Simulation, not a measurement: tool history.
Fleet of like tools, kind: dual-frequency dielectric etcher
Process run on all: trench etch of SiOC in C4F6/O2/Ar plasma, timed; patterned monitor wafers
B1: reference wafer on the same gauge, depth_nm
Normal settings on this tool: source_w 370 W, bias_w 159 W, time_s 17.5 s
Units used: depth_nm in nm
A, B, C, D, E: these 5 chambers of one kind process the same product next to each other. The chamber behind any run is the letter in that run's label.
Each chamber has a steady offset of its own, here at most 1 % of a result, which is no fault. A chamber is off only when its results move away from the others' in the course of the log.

run 1D hour=5.7 | source_w=370 bias_w=159 time_s=17.5 | B1=29.924 | depth_nm=33.851
run 2B hour=11.1 | source_w=370 bias_w=159 time_s=17.5 | B1=29.849 | depth_nm=33.638
run 3C hour=14.6 | source_w=370 bias_w=159 time_s=17.5 | B1=29.880 | depth_nm=34.170
run 4A hour=18.6 | source_w=370 bias_w=159 time_s=17.5 | B1=29.904 | depth_nm=34.207
run 5E hour=25.1 | source_w=370 bias_w=159 time_s=17.5 | B1=29.891 | depth_nm=33.901
run 6E hour=29.2 | source_w=370 bias_w=159 time_s=17.5 | B1=29.876 | depth_nm=34.012
run 7C hour=32.3 | source_w=370 bias_w=159 time_s=17.5 | B1=29.911 | depth_nm=34.012
run 8D hour=37.3 | source_w=370 bias_w=159 time_s=17.5 | B1=29.895 | depth_nm=33.925
run 9B hour=40.8 | source_w=370 bias_w=159 time_s=17.5 | B1=29.921 | depth_nm=33.784
run 10A hour=46.9 | source_w=370 bias_w=195 time_s=17.5 | B1=29.924 | depth_nm=35.942
run 11D hour=51.2 | source_w=370 bias_w=195 time_s=17.5 | B1=29.891 | depth_nm=36.270
run 12E hour=57.9 | source_w=370 bias_w=195 time_s=17.5 | B1=29.917 | depth_nm=35.878
run 13B hour=63.5 | source_w=370 bias_w=195 time_s=17.5 | B1=29.897 | depth_nm=35.801
-- hour=65.7 chamber B: wet clean of the chamber
run 14A hour=67.1 | source_w=370 bias_w=195 time_s=17.5 | B1=29.895 | depth_nm=36.485
run 15C hour=73.4 | source_w=370 bias_w=159 time_s=17.5 | B1=29.858 | depth_nm=33.788
run 16B hour=79.7 | source_w=370 bias_w=159 time_s=17.5 | B1=29.903 | depth_nm=33.291
run 17D hour=84.0 | source_w=370 bias_w=159 time_s=17.5 | B1=29.901 | depth_nm=33.872
run 18C hour=87.7 | source_w=370 bias_w=159 time_s=17.5 | B1=29.878 | depth_nm=34.108
run 19E hour=91.6 | source_w=370 bias_w=159 time_s=17.5 | B1=29.932 | depth_nm=34.549
run 20A hour=95.2 | source_w=370 bias_w=159 time_s=17.5 | B1=29.904 | depth_nm=34.205
run 21A hour=100.3 | source_w=370 bias_w=159 time_s=17.5 | B1=29.844 | depth_nm=34.098
run 22B hour=105.7 | source_w=370 bias_w=159 time_s=17.5 | B1=29.868 | depth_nm=33.826
run 23D hour=109.4 | source_w=370 bias_w=159 time_s=17.5 | B1=29.899 | depth_nm=33.852
run 24E hour=113.5 | source_w=370 bias_w=159 time_s=17.5 | B1=29.905 | depth_nm=34.751
run 25C hour=117.7 | source_w=370 bias_w=159 time_s=17.5 | B1=29.897 | depth_nm=34.111
-- hour=121.7 chamber A: wet clean of the chamber
run 26B hour=124.3 | source_w=370 bias_w=159 time_s=17.5 | B1=29.919 | depth_nm=33.337
run 27D hour=128.3 | source_w=370 bias_w=159 time_s=17.5 | B1=29.898 | depth_nm=34.044
run 28E hour=131.7 | source_w=370 bias_w=159 time_s=17.5 | B1=29.892 | depth_nm=35.011
run 29A hour=137.9 | source_w=370 bias_w=159 time_s=17.5 | B1=29.886 | depth_nm=34.369
run 30C hour=141.5 | source_w=420 bias_w=159 time_s=17.5 | B1=29.944 | depth_nm=35.204
run 31D hour=147.8 | source_w=420 bias_w=159 time_s=17.5 | B1=29.940 | depth_nm=35.440
run 32B hour=152.7 | source_w=420 bias_w=159 time_s=17.5 | B1=29.848 | depth_nm=35.626
run 33C hour=158.8 | source_w=420 bias_w=159 time_s=17.5 | B1=29.930 | depth_nm=35.235
run 34E hour=165.1 | source_w=420 bias_w=159 time_s=17.5 | B1=29.876 | depth_nm=37.169
run 35A hour=170.6 | source_w=370 bias_w=159 time_s=17.5 | B1=29.919 | depth_nm=33.875
run 36E hour=175.7 | source_w=370 bias_w=159 time_s=17.5 | B1=29.878 | depth_nm=35.940
run 37A hour=179.9 | source_w=370 bias_w=159 time_s=17.5 | B1=29.878 | depth_nm=33.928
run 38C hour=182.8 | source_w=370 bias_w=159 time_s=17.5 | B1=29.946 | depth_nm=34.119
run 39B hour=187.3 | source_w=370 bias_w=159 time_s=17.5 | B1=29.897 | depth_nm=33.471

The same settings go to every chamber for the next run, one line per chamber below. Forecast the results for each:
run 40A hour=192.1 | source_w=370 bias_w=159 time_s=14.5 | depth_nm=?
run 40B hour=192.1 | source_w=370 bias_w=159 time_s=14.5 | depth_nm=?
run 40C hour=192.1 | source_w=370 bias_w=159 time_s=14.5 | depth_nm=?
run 40D hour=192.1 | source_w=370 bias_w=159 time_s=14.5 | depth_nm=?
run 40E hour=192.1 | source_w=370 bias_w=159 time_s=14.5 | depth_nm=?

run=40A depth_nm=28.392
run=40B depth_nm=27.918
run=40C depth_nm=28.065
run=40D depth_nm=28.086
run=40E depth_nm=29.762
